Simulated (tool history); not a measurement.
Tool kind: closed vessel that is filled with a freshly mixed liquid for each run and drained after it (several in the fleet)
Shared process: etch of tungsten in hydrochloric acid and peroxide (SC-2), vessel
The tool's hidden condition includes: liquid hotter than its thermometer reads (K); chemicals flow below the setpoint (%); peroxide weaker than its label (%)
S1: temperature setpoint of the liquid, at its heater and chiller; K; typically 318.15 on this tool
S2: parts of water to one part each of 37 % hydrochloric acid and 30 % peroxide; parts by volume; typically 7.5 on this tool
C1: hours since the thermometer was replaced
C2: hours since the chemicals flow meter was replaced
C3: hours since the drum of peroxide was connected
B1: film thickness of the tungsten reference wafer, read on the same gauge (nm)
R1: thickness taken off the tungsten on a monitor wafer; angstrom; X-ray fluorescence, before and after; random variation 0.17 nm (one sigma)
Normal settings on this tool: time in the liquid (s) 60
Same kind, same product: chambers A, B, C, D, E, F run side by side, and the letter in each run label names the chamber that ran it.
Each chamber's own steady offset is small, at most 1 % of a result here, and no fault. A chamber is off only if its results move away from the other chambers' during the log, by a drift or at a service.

Run 1A, hour 10: usual settings; C1 11.4; C2 1144.1; C3 48.1; B1 30.004. Result: R1 174.89 angstrom.
Run 2C, hour 17.4: usual settings; C1 208.4; C2 21.9; C3 200.4; B1 30.003. Result: R1 171.1 angstrom.
Run 3E, hour 23.8: usual settings; C1 35.2; C2 1172.6; C3 279; B1 30.007. Result: R1 171.05 angstrom.
Run 4B, hour 33.8: usual settings; C1 1810.9; C2 1371.4; C3 170.5; B1 29.979. Result: R1 174.08 angstrom.
Run 5F, hour 43.5: usual settings but S2 10.5 parts by volume; C1 2140.2; C2 63; C3 1249.1; B1 30.025. Result: R1 130.45 angstrom.
At hour 45.6: chamber F: thermometer replaced.
Run 6D, hour 50.3: usual settings but S2 10.5 parts by volume; C1 2179.3; C2 584.2; C3 670.3; B1 30.029. Result: R1 131.04 angstrom.
At hour 57: chamber B: chemicals flow meter replaced.
Run 7E, hour 57.6: usual settings but S2 10.5 parts by volume; C1 69; C2 1206.4; C3 312.8; B1 29.981. Result: R1 127.96 angstrom.
Run 8C, hour 64.5: usual settings but S2 10.5 parts by volume; C1 255.5; C2 69; C3 247.5; B1 30.019. Result: R1 128.91 angstrom.
Run 9A, hour 71.4: usual settings but S2 10.5 parts by volume; C1 72.8; C2 1205.5; C3 109.5; B1 29.981. Result: R1 131.37 angstrom.
Run 10B, hour 81.3: usual settings but S2 10.5 parts by volume; C1 1858.4; C2 24.4; C3 218; B1 30.005. Result: R1 131.89 angstrom.
Run 11F, hour 87.4: usual settings; C1 41.8; C2 106.9; C3 1293; B1 30.005. Result: R1 173.34 angstrom.
Run 12D, hour 93.1: usual settings; C1 2222.1; C2 627; C3 713.1; B1 30.064. Result: R1 166.78 angstrom.
Run 13B, hour 99.4: usual settings; C1 1876.5; C2 42.5; C3 236.1; B1 29.989. Result: R1 172.06 angstrom.
Run 14E, hour 103.7: usual settings; C1 115.1; C2 1252.5; C3 358.9; B1 29.968. Result: R1 170.93 angstrom.
Run 15C, hour 112.4: usual settings; C1 303.4; C2 116.9; C3 295.4; B1 29.978. Result: R1 172.99 angstrom.
Run 16D, hour 118.2: usual settings; C1 2247.2; C2 652.1; C3 738.2; B1 29.964. Result: R1 166.64 angstrom.
Run 17A, hour 123.5: usual settings; C1 124.9; C2 1257.6; C3 161.6; B1 29.992. Result: R1 172.07 angstrom.
Run 18F, hour 127.9: usual settings; C1 82.3; C2 147.4; C3 1333.5; B1 29.996. Result: R1 170.43 angstrom.
Run 19F, hour 134.1: usual settings but S2 9 parts by volume; C1 88.5; C2 153.6; C3 1339.7; B1 29.988. Result: R1 149.28 angstrom.
Run 20C, hour 142.7: usual settings but S2 9 parts by volume; C1 333.7; C2 147.2; C3 325.7; B1 29.945. Result: R1 146.08 angstrom.
Run 21E, hour 147.7: usual settings but S2 9 parts by volume; C1 159.1; C2 1296.5; C3 402.9; B1 29.998. Result: R1 144.5 angstrom.
Run 22D, hour 156.6: usual settings but S2 9 parts by volume; C1 2285.6; C2 690.5; C3 776.6; B1 29.996. Result: R1 141.73 angstrom.
Run 23B, hour 164.4: usual settings but S2 9 parts by volume; C1 1941.5; C2 107.5; C3 301.1; B1 30.007. Result: R1 151.37 angstrom.
At hour 167.7: chamber F: new drum of peroxide connected.
Run 24A, hour 168.8: usual settings but S2 9 parts by volume; C1 170.2; C2 1302.9; C3 206.9; B1 29.986. Result: R1 147.41 angstrom.
Run 25A, hour 175.5: usual settings; C1 176.9; C2 1309.6; C3 213.6; B1 29.968. Result: R1 172 angstrom.
Run 26B, hour 184.8: usual settings; C1 1961.9; C2 127.9; C3 321.5; B1 30.016. Result: R1 173.36 angstrom.
Run 27C, hour 191.4: usual settings; C1 382.4; C2 195.9; C3 374.4; B1 30.03. Result: R1 173.46 angstrom.
At hour 196.1: chamber B: new drum of peroxide connected.
At hour 198.3: chamber E: new drum of peroxide connected.
Run 28E, hour 199.6: usual settings; C1 211; C2 1348.4; C3 1.4; B1 29.999. Result: R1 166.47 angstrom.
Run 29F, hour 206.7: usual settings; C1 161.1; C2 226.2; C3 39.1; B1 29.992. Result: R1 169.47 angstrom.
At hour 208.9: chamber B: thermometer replaced.
Run 30D, hour 215.7: usual settings; C1 2344.7; C2 749.6; C3 835.7; B1 30.023. Result: R1 167.6 angstrom.
Run 31D, hour 223.4: usual settings; C1 2352.4; C2 757.3; C3 843.4; B1 29.968. Result: R1 164.76 angstrom.
Run 32B, hour 230.5: usual settings; C1 21.7; C2 173.6; C3 34.4; B1 29.992. Result: R1 171.94 angstrom.
Run 33C, hour 239.9: usual settings; C1 430.9; C2 244.4; C3 422.9; B1 30.019. Result: R1 170.62 angstrom.
Run 34F, hour 247: usual settings; C1 201.4; C2 266.5; C3 79.4; B1 29.993. Result: R1 172.79 angstrom.
Run 35A, hour 251.5: usual settings; C1 252.9; C2 1385.6; C3 289.6; B1 29.967. Result: R1 173.88 angstrom.
Run 36E, hour 258.1: usual settings but S1 327.15 K; C1 269.5; C2 1406.9; C3 59.9; B1 29.994. Result: R1 317.75 angstrom.
Run 37C, hour 266.5: usual settings but S1 327.15 K; C1 457.5; C2 271; C3 449.5; B1 29.986. Result: R1 312.47 angstrom.
Run 38A, hour 271.2: usual settings but S1 327.15 K; C1 272.6; C2 1405.3; C3 309.3; B1 30.005. Result: R1 312.91 angstrom.
Run 39F, hour 277.8: usual settings but S1 327.15 K; C1 232.2; C2 297.3; C3 110.2; B1 29.962. Result: R1 325.4 angstrom.
Run 40E, hour 287.3: usual settings but S1 327.15 K; C1 298.7; C2 1436.1; C3 89.1; B1 30.005. Result: R1 311.8 angstrom.
Run 41B, hour 297.3: usual settings but S1 327.15 K; C1 88.5; C2 240.4; C3 101.2; B1 29.957. Result: R1 321.76 angstrom.
Run 42D, hour 305.9: usual settings; C1 2434.9; C2 839.8; C3 925.9; B1 30.017. Result: R1 160.83 angstrom.
Run 43F, hour 314.3: usual settings; C1 268.7; C2 333.8; C3 146.7; B1 29.997. Result: R1 172.53 angstrom.
Run 44B, hour 321.9: usual settings; C1 113.1; C2 265; C3 125.8; B1 30.004. Result: R1 172.44 angstrom.

Is one chamber off against the others, does the gauge drift, or is nothing wrong? If a chamber is off, say which, and what the likeliest cause is.

One chamber, D, drifts off from the rest bit by bit.
Cause: peroxide weaker than its label (%) = 7.23.
The log may not tell that from: liquid colder than its thermometer reads (K); chemicals flow below the setpoint (%).

Here are 4 candidates for chamber D's next run, each the usual settings with a change, their results left as question marks. Which one brings its results back in line with what the others give on the usual settings?
Counts as in line when no further than this from what the other chambers average on the usual settings: R1 5.8 angstrom
Run 45D-1, hour 329.1: usual settings but S1 317.15 K. Result: R1 ?.
Run 45D-2, hour 329.1: usual settings but S2 7 parts by volume, time in the liquid (s) 65. Result: R1 ?.
Run 45D-3, hour 329.1: usual settings but time in the liquid (s) 65. Result: R1 ?.
Run 45D-4, hour 329.1: usual settings but S2 8 parts by volume, time in the liquid (s) 55. Result: R1 ?.

Usual-settings mean across the other chambers: R1 171.82 angstrom
  run      R1
45D-1  150.23
45D-2  184.27
45D-3  174.38
45D-4  140.03
It is 45D-3 that realigns the chamber with its peers.

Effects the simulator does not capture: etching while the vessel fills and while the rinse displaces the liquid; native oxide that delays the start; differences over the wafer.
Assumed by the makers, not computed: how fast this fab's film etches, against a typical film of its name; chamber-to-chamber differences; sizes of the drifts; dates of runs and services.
